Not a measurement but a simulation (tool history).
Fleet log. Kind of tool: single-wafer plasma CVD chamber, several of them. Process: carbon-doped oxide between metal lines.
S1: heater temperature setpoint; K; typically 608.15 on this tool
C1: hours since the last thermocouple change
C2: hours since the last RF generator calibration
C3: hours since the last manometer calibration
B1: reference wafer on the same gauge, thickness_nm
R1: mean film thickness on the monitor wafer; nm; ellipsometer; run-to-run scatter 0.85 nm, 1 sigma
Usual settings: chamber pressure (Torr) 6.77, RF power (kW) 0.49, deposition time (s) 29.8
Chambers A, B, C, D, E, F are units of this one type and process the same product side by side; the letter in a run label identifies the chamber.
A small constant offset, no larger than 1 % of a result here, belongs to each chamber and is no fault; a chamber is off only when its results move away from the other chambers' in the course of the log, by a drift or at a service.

run 1E hour=3.3 | S1=608.15 chamber_pressure_(Torr)=6.77 RF_power_(kW)=0.49 deposition_time_(s)=29.8 | C1=670.5 C2=333.4 C3=418.3 | B1=145.06 | R1=161.64
run 2B hour=6.5 | S1=608.15 chamber_pressure_(Torr)=6.77 RF_power_(kW)=0.49 deposition_time_(s)=29.8 | C1=767.2 C2=66.1 C3=876.9 | B1=145.1 | R1=162.63
run 3F hour=9.9 | S1=608.15 chamber_pressure_(Torr)=6.77 RF_power_(kW)=0.49 deposition_time_(s)=29.8 | C1=1630.5 C2=268.2 C3=1345.1 | B1=145.09 | R1=163.56
run 4A hour=13.4 | S1=608.15 chamber_pressure_(Torr)=6.77 RF_power_(kW)=0.49 deposition_time_(s)=29.8 | C1=445.5 C2=1664 C3=354.4 | B1=144.95 | R1=163.05
run 5D hour=16.8 | S1=608.15 chamber_pressure_(Torr)=7.44 RF_power_(kW)=0.49 deposition_time_(s)=24.2 | C1=797.8 C2=67.7 C3=2304.3 | B1=145.04 | R1=131.51
run 6C hour=21 | S1=608.15 chamber_pressure_(Torr)=7.44 RF_power_(kW)=0.49 deposition_time_(s)=24.2 | C1=800.9 C2=1571.4 C3=58.6 | B1=144.88 | R1=134.05
run 7A hour=23.7 | S1=608.15 chamber_pressure_(Torr)=7.44 RF_power_(kW)=0.49 deposition_time_(s)=24.2 | C1=455.8 C2=1674.3 C3=364.7 | B1=145.02 | R1=132.41
run 8C hour=27.5 | S1=608.15 chamber_pressure_(Torr)=7.44 RF_power_(kW)=0.49 deposition_time_(s)=24.2 | C1=807.4 C2=1577.9 C3=65.1 | B1=145.04 | R1=132.59
run 9D hour=30.9 | S1=608.15 chamber_pressure_(Torr)=7.44 RF_power_(kW)=0.49 deposition_time_(s)=24.2 | C1=811.9 C2=81.8 C3=2318.4 | B1=145 | R1=133.73
run 10F hour=34.2 | S1=608.15 chamber_pressure_(Torr)=7.44 RF_power_(kW)=0.49 deposition_time_(s)=24.2 | C1=1654.8 C2=292.5 C3=1369.4 | B1=144.93 | R1=134.21
run 11E hour=37.1 | S1=608.15 chamber_pressure_(Torr)=6.77 RF_power_(kW)=0.49 deposition_time_(s)=29.8 | C1=704.3 C2=367.2 C3=452.1 | B1=145.01 | R1=162.88
run 12B hour=39.7 | S1=608.15 chamber_pressure_(Torr)=6.77 RF_power_(kW)=0.49 deposition_time_(s)=29.8 | C1=800.4 C2=99.3 C3=910.1 | B1=145.11 | R1=161.92
run 13F hour=43.8 | S1=608.15 chamber_pressure_(Torr)=6.77 RF_power_(kW)=0.49 deposition_time_(s)=29.8 | C1=1664.4 C2=302.1 C3=1379 | B1=144.89 | R1=164.59
run 14C hour=47 | S1=608.15 chamber_pressure_(Torr)=6.77 RF_power_(kW)=0.49 deposition_time_(s)=29.8 | C1=826.9 C2=1597.4 C3=84.6 | B1=145.03 | R1=161.38
run 15B hour=50.3 | S1=608.15 chamber_pressure_(Torr)=6.77 RF_power_(kW)=0.49 deposition_time_(s)=29.8 | C1=811 C2=109.9 C3=920.7 | B1=145.2 | R1=162.35
run 16D hour=52.4 | S1=608.15 chamber_pressure_(Torr)=6.77 RF_power_(kW)=0.49 deposition_time_(s)=29.8 | C1=833.4 C2=103.3 C3=2339.9 | B1=144.98 | R1=162.99
run 17A hour=56.2 | S1=608.15 chamber_pressure_(Torr)=6.77 RF_power_(kW)=0.49 deposition_time_(s)=29.8 | C1=488.3 C2=1706.8 C3=397.2 | B1=145.01 | R1=162.78
run 18E hour=58.1 | S1=608.15 chamber_pressure_(Torr)=6.77 RF_power_(kW)=0.49 deposition_time_(s)=29.8 | C1=725.3 C2=388.2 C3=473.1 | B1=145.11 | R1=162.51
run 19D hour=60.3 | S1=608.15 chamber_pressure_(Torr)=6.77 RF_power_(kW)=0.49 deposition_time_(s)=29.8 | C1=841.3 C2=111.2 C3=2347.8 | B1=145.1 | R1=160.7
run 20C hour=62.5 | S1=608.15 chamber_pressure_(Torr)=6.77 RF_power_(kW)=0.49 deposition_time_(s)=29.8 | C1=842.4 C2=1612.9 C3=100.1 | B1=144.9 | R1=160.51
run 21B hour=66 | S1=608.15 chamber_pressure_(Torr)=6.77 RF_power_(kW)=0.49 deposition_time_(s)=29.8 | C1=826.7 C2=125.6 C3=936.4 | B1=145.02 | R1=163.78
run 22A hour=68 | S1=608.15 chamber_pressure_(Torr)=6.77 RF_power_(kW)=0.49 deposition_time_(s)=35.4 | C1=500.1 C2=1718.6 C3=409 | B1=145.23 | R1=192.6
run 23F hour=70 | S1=608.15 chamber_pressure_(Torr)=6.77 RF_power_(kW)=0.49 deposition_time_(s)=35.4 | C1=1690.6 C2=328.3 C3=1405.2 | B1=145.07 | R1=190.53
run 24E hour=73.6 | S1=608.15 chamber_pressure_(Torr)=6.77 RF_power_(kW)=0.49 deposition_time_(s)=35.4 | C1=740.8 C2=403.7 C3=488.6 | B1=145.2 | R1=192.89
run 25E hour=75.9 | S1=608.15 chamber_pressure_(Torr)=6.77 RF_power_(kW)=0.49 deposition_time_(s)=35.4 | C1=743.1 C2=406 C3=490.9 | B1=144.83 | R1=193.87
run 26F hour=79.7 | S1=608.15 chamber_pressure_(Torr)=6.77 RF_power_(kW)=0.49 deposition_time_(s)=35.4 | C1=1700.3 C2=338 C3=1414.9 | B1=145.04 | R1=188.53
run 27B hour=82.5 | S1=608.15 chamber_pressure_(Torr)=6.77 RF_power_(kW)=0.49 deposition_time_(s)=35.4 | C1=843.2 C2=142.1 C3=952.9 | B1=144.86 | R1=193.02
run 28D hour=84.7 | S1=608.15 chamber_pressure_(Torr)=6.77 RF_power_(kW)=0.49 deposition_time_(s)=29.8 | C1=865.7 C2=135.6 C3=2372.2 | B1=145.14 | R1=161.95
run 29A hour=88.2 | S1=608.15 chamber_pressure_(Torr)=6.77 RF_power_(kW)=0.49 deposition_time_(s)=29.8 | C1=520.3 C2=1738.8 C3=429.2 | B1=145.04 | R1=163.22
run 30C hour=90.8 | S1=608.15 chamber_pressure_(Torr)=5.58 RF_power_(kW)=0.41 deposition_time_(s)=29.8 | C1=870.7 C2=1641.2 C3=128.4 | B1=145.04 | R1=139.74
run 31E hour=93.1 | S1=608.15 chamber_pressure_(Torr)=5.58 RF_power_(kW)=0.41 deposition_time_(s)=29.8 | C1=760.3 C2=423.2 C3=508.1 | B1=145.02 | R1=141.09
run 32B hour=96 | S1=608.15 chamber_pressure_(Torr)=5.58 RF_power_(kW)=0.41 deposition_time_(s)=29.8 | C1=856.7 C2=155.6 C3=966.4 | B1=145.21 | R1=141.12
run 33D hour=98.6 | S1=608.15 chamber_pressure_(Torr)=5.58 RF_power_(kW)=0.41 deposition_time_(s)=29.8 | C1=879.6 C2=149.5 C3=2386.1 | B1=144.93 | R1=140.03
-- hour=100.8 chamber C: RF generator calibrated
run 34C hour=101.3 | S1=608.15 chamber_pressure_(Torr)=5.58 RF_power_(kW)=0.41 deposition_time_(s)=29.8 | C1=881.2 C2=0.6 C3=138.9 | B1=144.93 | R1=139.78
run 35A hour=105.1 | S1=608.15 chamber_pressure_(Torr)=5.58 RF_power_(kW)=0.41 deposition_time_(s)=29.8 | C1=537.2 C2=1755.7 C3=446.1 | B1=145 | R1=140.55
run 36F hour=108 | S1=608.15 chamber_pressure_(Torr)=6.77 RF_power_(kW)=0.395 deposition_time_(s)=29.8 | C1=1728.6 C2=366.3 C3=1443.2 | B1=145.11 | R1=133.21
run 37F hour=111.3 | S1=608.15 chamber_pressure_(Torr)=6.77 RF_power_(kW)=0.395 deposition_time_(s)=29.8 | C1=1731.9 C2=369.6 C3=1446.5 | B1=144.91 | R1=134.99
run 38B hour=115.2 | S1=608.15 chamber_pressure_(Torr)=6.77 RF_power_(kW)=0.395 deposition_time_(s)=29.8 | C1=875.9 C2=174.8 C3=985.6 | B1=144.89 | R1=139.67
run 39A hour=119.2 | S1=608.15 chamber_pressure_(Torr)=6.77 RF_power_(kW)=0.395 deposition_time_(s)=29.8 | C1=551.3 C2=1769.8 C3=460.2 | B1=144.87 | R1=140.29
run 40E hour=122.4 | S1=608.15 chamber_pressure_(Torr)=6.77 RF_power_(kW)=0.395 deposition_time_(s)=29.8 | C1=789.6 C2=452.5 C3=537.4 | B1=144.91 | R1=138.18
run 41D hour=124.2 | S1=608.15 chamber_pressure_(Torr)=6.77 RF_power_(kW)=0.395 deposition_time_(s)=29.8 | C1=905.2 C2=175.1 C3=2411.7 | B1=145.06 | R1=139.3
run 42C hour=126.5 | S1=608.15 chamber_pressure_(Torr)=6.77 RF_power_(kW)=0.49 deposition_time_(s)=29.8 | C1=906.4 C2=25.8 C3=164.1 | B1=144.88 | R1=161.68
run 43B hour=128.9 | S1=608.15 chamber_pressure_(Torr)=6.77 RF_power_(kW)=0.49 deposition_time_(s)=29.8 | C1=889.6 C2=188.5 C3=999.3 | B1=144.74 | R1=162.73

What goes on in this fleet: one chamber off, a drifting gauge, or nothing beyond the chambers' own small offsets? Name the chamber and the cause, if any.

One chamber, F, drifts off from the rest bit by bit.
Most likely cause: delivered RF power below the setpoint (%) = 8.27.

Chamber F could run next with any of the 4 candidate recipes listed below; each alters the usual settings, and their results appear as question marks. Which one brings its results back in line with what the other chambers deliver on the usual settings?
In-line tolerance around the mean of the other chambers on the usual settings: R1 3 nm
run 44F-1 hour=131.9 | S1=607.15 chamber_pressure_(Torr)=6.79 RF_power_(kW)=0.5 deposition_time_(s)=30.7 | R1=?
run 44F-2 hour=131.9 | S1=609.15 chamber_pressure_(Torr)=6.73 RF_power_(kW)=0.49 deposition_time_(s)=28.5 | R1=?
run 44F-3 hour=131.9 | S1=608.15 chamber_pressure_(Torr)=6.78 RF_power_(kW)=0.495 deposition_time_(s)=30.1 | R1=?
run 44F-4 hour=131.9 | S1=608.15 chamber_pressure_(Torr)=6.75 RF_power_(kW)=0.48 deposition_time_(s)=29.8 | R1=?

Other chambers, usual settings, mean: R1 162.28 nm
run=44F-1 R1=162.11
run=44F-2 R1=147.48
run=44F-3 R1=157.41
run=44F-4 R1=152.3
44F-1 brings the chamber back in line.

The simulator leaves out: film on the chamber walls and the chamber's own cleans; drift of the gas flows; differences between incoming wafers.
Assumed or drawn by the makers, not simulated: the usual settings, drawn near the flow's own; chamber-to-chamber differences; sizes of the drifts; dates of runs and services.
